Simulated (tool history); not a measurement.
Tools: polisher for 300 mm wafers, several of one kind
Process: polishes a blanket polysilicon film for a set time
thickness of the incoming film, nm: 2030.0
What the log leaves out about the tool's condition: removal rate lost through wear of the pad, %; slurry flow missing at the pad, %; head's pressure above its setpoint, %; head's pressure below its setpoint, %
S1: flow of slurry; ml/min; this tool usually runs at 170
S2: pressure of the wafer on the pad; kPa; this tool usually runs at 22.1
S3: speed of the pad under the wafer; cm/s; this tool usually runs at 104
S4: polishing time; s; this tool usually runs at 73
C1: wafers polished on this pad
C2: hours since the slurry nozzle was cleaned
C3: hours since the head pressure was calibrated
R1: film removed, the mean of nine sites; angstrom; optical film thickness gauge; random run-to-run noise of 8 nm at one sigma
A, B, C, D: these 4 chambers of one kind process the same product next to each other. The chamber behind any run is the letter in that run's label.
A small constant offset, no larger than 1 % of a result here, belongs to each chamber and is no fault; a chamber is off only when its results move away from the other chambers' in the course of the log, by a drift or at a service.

run	hour	S1	S2	S3	S4	C1	C2	C3	R1
# hour 1.7: chamber D: worn pad replaced by a new one
1A	3.7	170	22.1	104	73	1203	25.3	808.6	6525.6
# hour 5.5: chamber A: worn pad replaced by a new one
2B	8	170	22.1	104	73	686	25.5	346.2	6830.6
3C	11.4	170	22.1	104	73	496	199.7	1022.4	6680.3
4D	15.2	170	22.1	104	73	99	29.1	995.8	6685.4
5B	17.8	170	22.1	104	73	758	35.3	356	6713.9
6A	20.8	170	22.1	104	73	112	42.4	825.7	6592.2
7D	23.4	170	22.1	104	73	158	37.3	1004	6699.9
8C	26.6	170	22.1	104	73	606	214.9	1037.6	6527.3
9C	31.7	170	22.1	104	73	644	220	1042.7	6519.5
10D	34.7	170	22.1	104	73	241	48.6	1015.3	6717.7
11B	39.1	170	22.1	104	73	913	56.6	377.3	6580.3
12A	43.4	170	22.1	104	73	276	65	848.3	6498.5
# hour 44.7: chamber B: worn pad replaced by a new one
13D	46.5	170	22.1	104	73	327	60.4	1027.1	6613.8
14C	51.2	170	22.1	104	73	786	239.5	1062.2	6591.5
15B	53.6	170	22.1	104	73	65	71.1	391.8	6780.8
16A	57	170	22.1	104	73	375	78.6	861.9	6616.3
17D	60.7	170	22.1	104	73	430	74.6	1041.3	6651.2
18B	64.6	170	22.1	104	73	145	82.1	402.8	6635.6
19C	68.8	170	22.1	104	73	914	257.1	1079.8	6591.9
20A	72.1	170	22.1	104	73	485	93.7	877	6638.2
21C	76.5	170	22.1	126	96	970	264.8	1087.5	10663
# hour 78: chamber D: worn pad replaced by a new one
22B	79.8	170	22.1	126	96	256	97.3	418	10412
23D	83.3	170	22.1	126	96	38	97.2	1063.9	10734
24A	87.3	170	22.1	126	96	596	108.9	892.2	10432

Next, all 4 chambers run the settings below, one line each with question marks for the results. What does each chamber give?
25A	91.1	170	22.1	104	73				?
25B	91.1	170	22.1	104	73				?
25C	91.1	170	22.1	104	73				?
25D	91.1	170	22.1	104	73				?

run	R1
25A	6672.7
25B	6678.6
25C	6676.3
25D	6744.5
